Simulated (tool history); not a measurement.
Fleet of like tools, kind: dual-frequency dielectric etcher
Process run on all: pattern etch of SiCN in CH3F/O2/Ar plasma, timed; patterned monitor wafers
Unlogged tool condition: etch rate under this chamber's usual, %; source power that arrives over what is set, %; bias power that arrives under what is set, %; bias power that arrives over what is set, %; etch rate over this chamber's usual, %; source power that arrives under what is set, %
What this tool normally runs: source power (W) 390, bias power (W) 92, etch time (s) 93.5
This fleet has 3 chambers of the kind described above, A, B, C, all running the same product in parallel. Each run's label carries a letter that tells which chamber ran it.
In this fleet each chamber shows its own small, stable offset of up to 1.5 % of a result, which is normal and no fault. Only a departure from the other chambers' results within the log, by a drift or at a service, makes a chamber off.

run	hour	source power (W)	bias power (W)	etch time (s)	hours since the last wet clean	hours since the last source power generator calibration	hours since the last bias power generator calibration	read-back reference wafer on the same gauge, depth_nm	mean etch depth across the wafer (Å)
1B	12	390	92	93.5	316.9	20.5	776.8	36.409	376.9
2C	22.9	390	92	93.5	62	2203.9	1289.5	36.409	380.95
3A	29.6	390	92	93.5	285.2	3229.9	2985.5	36.401	378.04
4B	38.3	390	92	93.5	343.2	46.8	803.1	36.44	374.59
5C	49.1	390	92	93.5	88.2	2230.1	1315.7	36.407	378.64
6A	54.8	390	92	93.5	310.4	3255.1	3010.7	36.347	372.54
7B	61.2	390	92	93.5	366.1	69.7	826	36.403	375.56
8C	70.3	390	92	93.5	109.4	2251.3	1336.9	36.356	381.49
9A	76.9	390	92	93.5	332.5	3277.2	3032.8	36.423	373.01
10B	84.5	390	92	93.5	389.4	93	849.3	36.402	379.54
11A	93	390	92	93.5	348.6	3293.3	3048.9	36.47	377.09
12C	104.8	390	92	68.5	143.9	2285.8	1371.4	36.386	278.13
13C	110.9	390	92	68.5	150	2291.9	1377.5	36.357	278.74
14B	121.7	390	92	68.5	426.6	130.2	886.5	36.353	276.78
15A	129.4	300	92	77	385	3329.7	3085.3	36.37	280.92
16A	137.2	300	92	77	392.8	3337.5	3093.1	36.396	281.13
17C	146.8	300	92	77	185.9	2327.8	1413.4	36.382	284.76
18B	158.2	390	92	93.5	463.1	166.7	923	36.456	374.69
19A	165.6	390	92	93.5	421.2	3365.9	3121.5	36.422	370.95
20C	173.6	390	92	93.5	212.7	2354.6	1440.2	36.361	380.15
21B	184.3	390	92	93.5	489.2	192.8	949.1	36.401	376.03
22B	192.5	390	92	93.5	497.4	201	957.3	36.41	377.1
23C	204	390	92	93.5	243.1	2385	1470.6	36.424	378.18
24A	211.1	390	92	93.5	466.7	3411.4	3167	36.415	371.68
25A	220.7	390	92	93.5	476.3	3421	3176.6	36.378	369.24
26B	232.7	390	92	93.5	537.6	241.2	997.5	36.412	375.25
# hour 241.8: chamber B: wet clean of the chamber
27C	243.9	420	92	93.5	283	2424.9	1510.5	36.411	390.18
28C	249.6	420	92	93.5	288.7	2430.6	1516.2	36.407	389.22
29A	258	420	92	93.5	513.6	3458.3	3213.9	36.417	374.27
30B	267.5	390	92	93.5	25.7	276	1032.3	36.409	378.45
31C	277.8	390	92	93.5	316.9	2458.8	1544.4	36.383	377.11
32B	290.2	390	92	93.5	48.4	298.7	1055	36.41	379.06
33A	297.9	390	92	93.5	553.5	3498.2	3253.8	36.415	361.32
34A	309.1	390	92	93.5	564.7	3509.4	3265	36.396	359.86
35B	316.8	450	113	93.5	75	325.3	1081.6	36.403	427.74

All chambers now run identical settings, listed one chamber a line with results as question marks. What results will each chamber show?
36A	325.7	390	92	104.5					?
36B	325.7	390	92	104.5					?
36C	325.7	390	92	104.5					?

run	mean etch depth across the wafer (Å)
36A	401.73
36B	421.13
36C	423.82
